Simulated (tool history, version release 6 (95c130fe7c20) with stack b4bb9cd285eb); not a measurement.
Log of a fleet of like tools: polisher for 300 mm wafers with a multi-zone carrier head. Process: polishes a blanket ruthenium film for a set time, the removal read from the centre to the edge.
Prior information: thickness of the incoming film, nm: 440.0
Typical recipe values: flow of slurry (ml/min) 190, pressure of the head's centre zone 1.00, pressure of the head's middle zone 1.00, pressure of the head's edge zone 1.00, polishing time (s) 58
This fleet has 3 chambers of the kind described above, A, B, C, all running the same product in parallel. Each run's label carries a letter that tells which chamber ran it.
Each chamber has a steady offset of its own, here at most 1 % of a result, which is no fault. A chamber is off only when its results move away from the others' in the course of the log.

run,hour,flow of slurry (ml/min),pressure of the head's centre zone,pressure of the head's middle zone,pressure of the head's edge zone,polishing time (s),wafers polished on this pad,hours since the slurry nozzle was cleaned,hours since the centre zone pressure was calibrated,hours since the edge zone pressure was calibrated,film removed at the wafer's centre (angstrom),film removed at mid-radius (angstrom),film removed at the wafer's edge (angstrom)
# hour 8.1: chamber A: worn pad replaced by a new one
1C,9.1,190,1.00,1.00,1.00,58,969,590.2,841.6,415.1,431.32,445.39,441.21
2B,17.6,190,1.00,1.00,1.00,58,654,116.6,1133.3,815.3,448.76,435.04,437.38
3A,26.9,190,1.00,1.00,1.00,58,198,449.7,466.8,166.2,440.34,440.39,439.36
# hour 29.9: chamber C: worn pad replaced by a new one
4C,36.7,190,1.00,1.00,1.00,58,71,617.8,869.2,442.7,431.14,442.39,433.40
# hour 47.3: chamber B: edge zone pressure recalibrated
5B,48.2,190,1.00,1.00,1.00,58,975,147.2,1163.9,1.0,445.64,450.27,438.84
6A,60.6,190,1.00,1.00,1.00,58,551,483.4,500.5,199.9,431.14,450.94,445.77
7C,71.6,190,1.11,1.00,1.00,58,437,652.7,904.1,477.6,479.10,433.58,438.92
8A,82.6,190,1.11,1.00,1.00,58,782,505.4,522.5,221.9,499.88,450.22,444.68
9B,92.6,190,1.11,1.00,1.00,58,1441,191.6,1208.3,45.4,503.10,443.13,436.73
# hour 99.0: chamber A: worn pad replaced by a new one
10A,104.8,190,1.00,1.00,1.00,58,60,527.6,544.7,244.1,439.21,453.18,445.43
# hour 106.4: chamber B: centre zone pressure recalibrated
11B,111.7,190,1.00,1.00,1.06,66,1641,210.7,5.4,64.5,505.33,490.33,511.47
12C,117.9,190,1.00,1.00,1.06,66,923,699.0,950.4,523.9,496.87,493.78,516.31
13A,124.5,190,1.00,1.00,1.06,66,267,547.3,564.4,263.8,488.52,507.06,518.24
14B,130.9,190,1.00,1.00,1.00,58,1843,229.9,24.6,83.7,451.07,435.11,442.31
15C,142.3,190,1.00,1.00,1.00,58,1179,723.4,974.8,548.3,443.46,431.34,434.27
16C,154.1,190,1.00,1.00,1.00,58,1302,735.2,986.6,560.1,432.64,435.82,433.47
17A,160.3,190,1.00,1.00,1.00,58,642,583.1,600.2,299.6,443.25,437.84,437.99
# hour 163.3: chamber C: worn pad replaced by a new one
18B,168.9,190,1.00,1.00,1.00,58,2241,267.9,62.6,121.7,445.78,427.66,438.01
19A,181.4,190,1.00,1.00,1.00,58,864,604.2,621.3,320.7,445.16,441.64,442.57
# hour 188.2: chamber A: worn pad replaced by a new one
20C,192.0,160,1.00,1.00,1.00,58,301,773.1,1024.5,598.0,423.51,430.92,420.35
21B,197.6,160,1.00,1.00,1.00,58,2542,296.6,91.3,150.4,420.55,431.33,422.89
22A,206.7,160,1.00,1.00,1.00,58,194,629.5,646.6,346.0,422.40,428.79,440.81
23B,213.3,190,1.00,1.00,1.00,58,2707,312.3,107.0,166.1,432.01,432.23,434.94
# hour 213.9: chamber C: edge zone pressure recalibrated
# hour 217.8: chamber B: slurry nozzle cleaned
24C,225.9,190,1.00,0.88,1.00,58,657,807.0,1058.4,12.0,431.17,387.30,432.90
25C,231.8,190,1.00,0.88,1.00,58,719,812.9,1064.3,17.9,433.48,397.09,431.67
26A,237.6,190,1.00,0.88,1.00,58,518,660.4,677.5,376.9,435.81,400.80,439.02
27B,248.4,190,1.00,1.00,1.00,72,3075,30.7,142.1,201.2,534.55,530.82,528.14
28A,260.8,190,1.00,1.00,1.00,72,762,683.6,700.7,400.1,538.58,534.55,545.44
# hour 265.3: chamber A: worn pad replaced by a new one
29B,269.5,190,1.00,1.00,1.00,72,3296,51.8,163.2,222.3,536.58,514.49,528.74
# hour 276.0: chamber C: worn pad replaced by a new one
# hour 279.0: chamber C: slurry nozzle cleaned
30C,280.7,190,1.00,1.00,1.00,58,49,1.8,1113.2,66.8,432.62,446.58,441.19
31C,290.0,190,1.00,1.00,1.00,58,147,11.1,1122.5,76.1,428.21,436.90,437.63
32A,301.3,190,1.00,1.00,1.00,58,377,724.1,741.2,440.6,430.05,443.11,441.26
33B,308.0,190,1.00,1.00,1.00,58,3700,90.3,201.7,260.8,420.01,408.76,417.59
34B,313.6,190,1.00,1.00,1.00,58,3759,95.9,207.3,266.4,423.44,423.67,417.17
35A,323.8,190,1.00,1.00,1.00,58,613,746.6,763.7,463.1,440.65,436.88,443.52
36C,330.1,190,1.00,1.00,1.00,58,568,51.2,1162.6,116.2,440.57,434.25,437.27
37A,340.9,190,1.05,1.00,1.00,58,793,763.7,780.8,480.2,453.60,452.28,441.43
38C,348.9,190,1.05,1.00,1.00,58,765,70.0,1181.4,135.0,467.00,437.83,435.68
# hour 350.9: chamber A: worn pad replaced by a new one
39B,361.4,190,1.05,1.00,1.00,58,4260,143.7,255.1,314.2,434.43,404.06,405.73
40C,368.7,190,1.00,1.00,1.00,58,972,89.8,1201.2,154.8,437.16,437.88,434.82
41B,377.5,190,1.00,1.00,1.00,58,4429,159.8,271.2,330.3,406.01,395.30,397.51
# hour 381.9: chamber C: worn pad replaced by a new one
42A,390.4,190,1.00,1.00,1.00,58,414,813.2,830.3,529.7,445.88,436.49,445.11
43C,398.3,190,1.00,1.00,1.00,58,172,119.4,1230.8,184.4,439.57,448.27,443.44
44A,405.3,190,1.00,1.00,1.00,58,570,828.1,845.2,544.6,434.45,438.51,444.47

The same settings go to every chamber for the next run, one line per chamber below. Forecast the results for each:
45A,414.6,190,1.00,1.00,1.00,58,,,,,?,?,?
45B,414.6,190,1.00,1.00,1.00,58,,,,,?,?,?
45C,414.6,190,1.00,1.00,1.00,58,,,,,?,?,?

run,film removed at the wafer's centre (angstrom),film removed at mid-radius (angstrom),film removed at the wafer's edge (angstrom)
45A,440.81,441.34,441.98
45B,399.24,397.53,391.30
45C,445.67,439.86,441.07
